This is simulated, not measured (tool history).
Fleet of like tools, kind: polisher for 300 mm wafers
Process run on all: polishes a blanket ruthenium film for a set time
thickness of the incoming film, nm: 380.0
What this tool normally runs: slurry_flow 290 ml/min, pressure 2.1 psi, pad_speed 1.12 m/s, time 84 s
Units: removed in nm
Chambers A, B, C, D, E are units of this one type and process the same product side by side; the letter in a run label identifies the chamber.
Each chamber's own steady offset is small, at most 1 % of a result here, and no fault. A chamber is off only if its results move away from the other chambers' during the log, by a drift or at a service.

| run | hour | slurry_flow | pressure | pad_speed | time | removed |
|---|---|---|---|---|---|---|
|  | 1.5 | chamber B: head pressure recalibrated |
| 1D | 12.1 | 290 | 2.1 | 1.12 | 84 | 96.394 |
| 2C | 18.9 | 290 | 2.1 | 1.12 | 84 | 96.603 |
|  | 23.1 | chamber E: worn pad replaced by a new one |
|  | 27.7 | chamber A: slurry nozzle cleaned |
| 3A | 31.6 | 290 | 2.1 | 1.12 | 84 | 98.958 |
| 4B | 39.2 | 290 | 2.1 | 1.12 | 84 | 96.859 |
| 5E | 51.7 | 290 | 2.1 | 1.12 | 84 | 98.735 |
| 6C | 62.9 | 290 | 2.1 | 1.12 | 84 | 97.208 |
|  | 67.9 | chamber B: worn pad replaced by a new one |
|  | 70.0 | chamber C: worn pad replaced by a new one |
| 7E | 72.7 | 290 | 2.1 | 1.12 | 84 | 97.953 |
| 8A | 81.5 | 290 | 2.1 | 1.12 | 84 | 97.764 |
| 9B | 90.2 | 290 | 2.1 | 1.12 | 84 | 96.171 |
| 10D | 103.6 | 290 | 2.1 | 1.12 | 84 | 96.858 |
|  | 107.0 | chamber D: worn pad replaced by a new one |
| 11E | 111.7 | 290 | 2.1 | 1.12 | 84 | 97.278 |
|  | 117.2 | chamber E: worn pad replaced by a new one |
| 12A | 118.0 | 290 | 2.1 | 1.12 | 84 | 96.706 |
| 13C | 127.6 | 290 | 2.1 | 1.12 | 84 | 96.495 |
|  | 130.7 | chamber A: worn pad replaced by a new one |
| 14B | 134.6 | 290 | 2.1 | 1.12 | 84 | 96.847 |
| 15D | 141.8 | 290 | 2.1 | 1.12 | 84 | 96.679 |
| 16C | 152.6 | 290 | 2.1 | 1.12 | 98 | 112.350 |
|  | 158.7 | chamber D: slurry nozzle cleaned |
| 17E | 165.9 | 290 | 2.1 | 1.12 | 98 | 112.780 |
|  | 168.7 | chamber B: worn pad replaced by a new one |
| 18A | 172.8 | 290 | 2.1 | 1.12 | 98 | 113.740 |
| 19D | 180.6 | 290 | 2.1 | 1.12 | 98 | 111.040 |
| 20B | 194.3 | 290 | 2.1 | 1.12 | 98 | 112.410 |
| 21B | 203.2 | 290 | 2.1 | 1.12 | 84 | 96.188 |
|  | 204.2 | chamber C: worn pad replaced by a new one |
| 22D | 209.2 | 290 | 2.1 | 1.12 | 84 | 92.958 |
|  | 217.3 | chamber E: worn pad replaced by a new one |
| 23E | 218.3 | 290 | 2.1 | 1.12 | 84 | 96.868 |
| 24A | 227.3 | 290 | 1.4 | 1.12 | 75 | 58.413 |
| 25C | 238.7 | 290 | 1.4 | 1.12 | 75 | 58.707 |
| 26B | 247.0 | 290 | 1.4 | 1.12 | 75 | 57.663 |
|  | 247.4 | chamber D: worn pad replaced by a new one |
| 27E | 256.3 | 290 | 1.4 | 1.12 | 75 | 58.443 |
|  | 264.4 | chamber A: head pressure recalibrated |
| 28C | 268.4 | 290 | 1.4 | 1.12 | 75 | 58.607 |
|  | 272.0 | chamber B: slurry nozzle cleaned |
|  | 272.4 | chamber A: worn pad replaced by a new one |
| 29A | 278.9 | 290 | 2.1 | 1.12 | 84 | 98.542 |
| 30D | 288.4 | 290 | 2.1 | 1.12 | 84 | 90.067 |
|  | 288.7 | chamber B: worn pad replaced by a new one |
| 31A | 296.4 | 290 | 2.1 | 1.12 | 84 | 98.683 |
| 32B | 305.0 | 290 | 2.1 | 1.12 | 84 | 97.703 |
| 33D | 313.5 | 290 | 2.1 | 1.12 | 84 | 90.333 |

Predict what each chamber gives when all 5 of them run the settings below next.
| 34A | 323.4 | 290 | 2.1 | 1.12 | 75 | ? |
| 34B | 323.4 | 290 | 2.1 | 1.12 | 75 | ? |
| 34C | 323.4 | 290 | 2.1 | 1.12 | 75 | ? |
| 34D | 323.4 | 290 | 2.1 | 1.12 | 75 | ? |
| 34E | 323.4 | 290 | 2.1 | 1.12 | 75 | ? |

| run | removed |
|---|---|
| 34A | 86.851 |
| 34B | 86.759 |
| 34C | 86.037 |
| 34D | 79.008 |
| 34E | 87.061 |
